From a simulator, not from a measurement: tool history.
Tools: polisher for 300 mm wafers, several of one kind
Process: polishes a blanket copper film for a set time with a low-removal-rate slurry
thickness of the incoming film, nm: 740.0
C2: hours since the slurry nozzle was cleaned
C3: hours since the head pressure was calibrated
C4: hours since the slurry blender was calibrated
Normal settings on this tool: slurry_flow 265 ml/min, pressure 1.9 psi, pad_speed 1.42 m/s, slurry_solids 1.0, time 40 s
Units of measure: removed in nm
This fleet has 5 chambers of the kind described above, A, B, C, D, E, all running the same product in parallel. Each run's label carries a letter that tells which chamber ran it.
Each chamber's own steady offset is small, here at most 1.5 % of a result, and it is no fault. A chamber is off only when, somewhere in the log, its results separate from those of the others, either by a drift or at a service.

Run 1B, hour 7.9: usual settings; wafers polished on this pad 457; C2 199.8; C3 687.0; C4 126.7. Result: removed 112.85 nm.
At hour 9.4: chamber E: slurry blender recalibrated.
At hour 9.7: chamber E: slurry nozzle cleaned.
Run 2E, hour 12.7: usual settings; wafers polished on this pad 705; C2 3.0; C3 677.0; C4 3.4. Result: removed 115.41 nm.
Run 3A, hour 18.7: usual settings; wafers polished on this pad 1324; C2 395.7; C3 308.3; C4 20.6. Result: removed 112.40 nm.
At hour 22.7: chamber A: worn pad replaced by a new one.
Run 4C, hour 23.8: usual settings; wafers polished on this pad 1110; C2 151.2; C3 299.8; C4 202.0. Result: removed 113.83 nm.
At hour 24.8: chamber B: worn pad replaced by a new one.
Run 5D, hour 31.4: usual settings; wafers polished on this pad 623; C2 481.6; C3 190.5; C4 81.0. Result: removed 114.33 nm.
At hour 33.3: chamber C: worn pad replaced by a new one.
Run 6C, hour 35.5: usual settings but pressure 2.6 psi, slurry_solids 1.2; wafers polished on this pad 31; C2 162.9; C3 311.5; C4 213.7. Result: removed 159.51 nm.
Run 7E, hour 40.0: usual settings but pressure 2.6 psi, slurry_solids 1.2; wafers polished on this pad 1078; C2 30.3; C3 704.3; C4 30.7. Result: removed 165.04 nm.
Run 8A, hour 43.9: usual settings but pressure 2.6 psi, slurry_solids 1.2; wafers polished on this pad 290; C2 420.9; C3 333.5; C4 45.8. Result: removed 160.62 nm.
Run 9B, hour 48.2: usual settings but pressure 2.6 psi, slurry_solids 1.2; wafers polished on this pad 320; C2 240.1; C3 727.3; C4 167.0. Result: removed 160.99 nm.
At hour 49.6: chamber E: worn pad replaced by a new one.
Run 10D, hour 53.0: usual settings but pressure 2.6 psi, slurry_solids 1.2; wafers polished on this pad 918; C2 503.2; C3 212.1; C4 102.6. Result: removed 159.31 nm.
Run 11A, hour 60.0: usual settings but pad_speed 1.80 m/s; wafers polished on this pad 510; C2 437.0; C3 349.6; C4 61.9. Result: removed 144.45 nm.
Run 12B, hour 67.1: usual settings but pad_speed 1.80 m/s; wafers polished on this pad 579; C2 259.0; C3 746.2; C4 185.9. Result: removed 141.22 nm.
At hour 69.1: chamber D: slurry blender recalibrated.
Run 13D, hour 72.1: usual settings but pad_speed 1.80 m/s; wafers polished on this pad 1180; C2 522.3; C3 231.2; C4 3.0. Result: removed 144.75 nm.
At hour 73.5: chamber B: slurry blender recalibrated.
At hour 73.7: chamber D: worn pad replaced by a new one.
Run 14C, hour 79.2: usual settings but pad_speed 1.80 m/s; wafers polished on this pad 629; C2 206.6; C3 355.2; C4 257.4. Result: removed 140.39 nm.
At hour 82.6: chamber B: worn pad replaced by a new one.
Run 15E, hour 85.5: usual settings but pad_speed 1.80 m/s; wafers polished on this pad 491; C2 75.8; C3 749.8; C4 76.2. Result: removed 145.17 nm.
At hour 90.8: chamber B: slurry nozzle cleaned.
Run 16C, hour 92.1: usual settings; wafers polished on this pad 805; C2 219.5; C3 368.1; C4 270.3. Result: removed 110.97 nm.
Run 17B, hour 97.3: usual settings but time 52 s; wafers polished on this pad 201; C2 6.5; C3 776.4; C4 23.9. Result: removed 148.07 nm.
At hour 98.2: chamber C: slurry nozzle cleaned.
At hour 100.8: chamber A: worn pad replaced by a new one.
Run 18D, hour 101.2: usual settings but time 52 s; wafers polished on this pad 377; C2 551.4; C3 260.3; C4 32.1. Result: removed 145.70 nm.
Run 19E, hour 105.6: usual settings but time 52 s; wafers polished on this pad 766; C2 95.9; C3 769.9; C4 96.3. Result: removed 152.72 nm.
Run 20A, hour 113.6: usual settings but time 52 s; wafers polished on this pad 176; C2 490.6; C3 403.2; C4 115.5. Result: removed 146.11 nm.
Run 21B, hour 119.2: usual settings but time 52 s; wafers polished on this pad 501; C2 28.4; C3 798.3; C4 45.8. Result: removed 146.55 nm.
At hour 120.3: chamber C: worn pad replaced by a new one.
At hour 121.6: chamber E: slurry blender recalibrated.
Run 22E, hour 126.0: usual settings; wafers polished on this pad 1045; C2 116.3; C3 790.3; C4 4.4. Result: removed 114.53 nm.
Run 23D, hour 131.9: usual settings; wafers polished on this pad 797; C2 582.1; C3 291.0; C4 62.8. Result: removed 112.32 nm.
At hour 133.3: chamber B: worn pad replaced by a new one.
Run 24A, hour 139.5: usual settings; wafers polished on this pad 530; C2 516.5; C3 429.1; C4 141.4. Result: removed 110.42 nm.
Run 25C, hour 146.2: usual settings; wafers polished on this pad 355; C2 48.0; C3 422.2; C4 324.4. Result: removed 107.69 nm.
Run 26D, hour 154.1: usual settings; wafers polished on this pad 1101; C2 604.3; C3 313.2; C4 85.0. Result: removed 113.19 nm.
At hour 155.6: chamber D: worn pad replaced by a new one.
At hour 159.6: chamber E: worn pad replaced by a new one.
Run 27A, hour 159.6: usual settings; wafers polished on this pad 805; C2 536.6; C3 449.2; C4 161.5. Result: removed 111.89 nm.
Run 28B, hour 166.5: usual settings; wafers polished on this pad 455; C2 75.7; C3 845.6; C4 93.1. Result: removed 113.73 nm.
Run 29C, hour 172.3: usual settings but pad_speed 1.78 m/s, slurry_solids 0.8; wafers polished on this pad 712; C2 74.1; C3 448.3; C4 350.5. Result: removed 129.77 nm.
At hour 176.3: chamber C: head pressure recalibrated.
Run 30E, hour 177.6: usual settings but pad_speed 1.78 m/s, slurry_solids 0.8; wafers polished on this pad 247; C2 167.9; C3 841.9; C4 56.0. Result: removed 140.30 nm.
At hour 179.2: chamber A: slurry nozzle cleaned.
At hour 183.8: chamber B: worn pad replaced by a new one.
At hour 185.5: chamber A: worn pad replaced by a new one.
Run 31A, hour 185.8: usual settings but pad_speed 1.78 m/s, slurry_solids 0.8; wafers polished on this pad 5; C2 6.6; C3 475.4; C4 187.7. Result: removed 132.33 nm.
At hour 186.6: chamber D: slurry blender recalibrated.
At hour 188.9: chamber C: worn pad replaced by a new one.
Run 32B, hour 189.4: usual settings but pad_speed 1.78 m/s, slurry_solids 0.8; wafers polished on this pad 77; C2 98.6; C3 868.5; C4 116.0. Result: removed 136.64 nm.
Run 33C, hour 196.2: usual settings but pad_speed 1.78 m/s, slurry_solids 0.8; wafers polished on this pad 100; C2 98.0; C3 19.9; C4 374.4. Result: removed 125.83 nm.
Run 34E, hour 201.1: usual settings; wafers polished on this pad 568; C2 191.4; C3 865.4; C4 79.5. Result: removed 116.20 nm.
At hour 203.2: chamber E: slurry nozzle cleaned.
Run 35D, hour 206.7: usual settings; wafers polished on this pad 699; C2 656.9; C3 365.8; C4 20.2. Result: removed 114.07 nm.
Run 36B, hour 211.2: usual settings; wafers polished on this pad 376; C2 120.4; C3 890.3; C4 137.8. Result: removed 114.36 nm.
Run 37D, hour 217.8: usual settings; wafers polished on this pad 851; C2 668.0; C3 376.9; C4 31.3. Result: removed 113.58 nm.
Run 38E, hour 226.0: usual settings; wafers polished on this pad 909; C2 22.9; C3 890.3; C4 104.4. Result: removed 113.90 nm.

Each of the 5 chambers runs these same settings next. Fill in every chamber's results:
Run 39A, hour 232.0: usual settings. Result: removed ?.
Run 39B, hour 232.0: usual settings. Result: removed ?.
Run 39C, hour 232.0: usual settings. Result: removed ?.
Run 39D, hour 232.0: usual settings. Result: removed ?.
Run 39E, hour 232.0: usual settings. Result: removed ?.

run  removed
39A   111.13
39B   113.02
39C   105.34
39D   111.93
39E   114.41

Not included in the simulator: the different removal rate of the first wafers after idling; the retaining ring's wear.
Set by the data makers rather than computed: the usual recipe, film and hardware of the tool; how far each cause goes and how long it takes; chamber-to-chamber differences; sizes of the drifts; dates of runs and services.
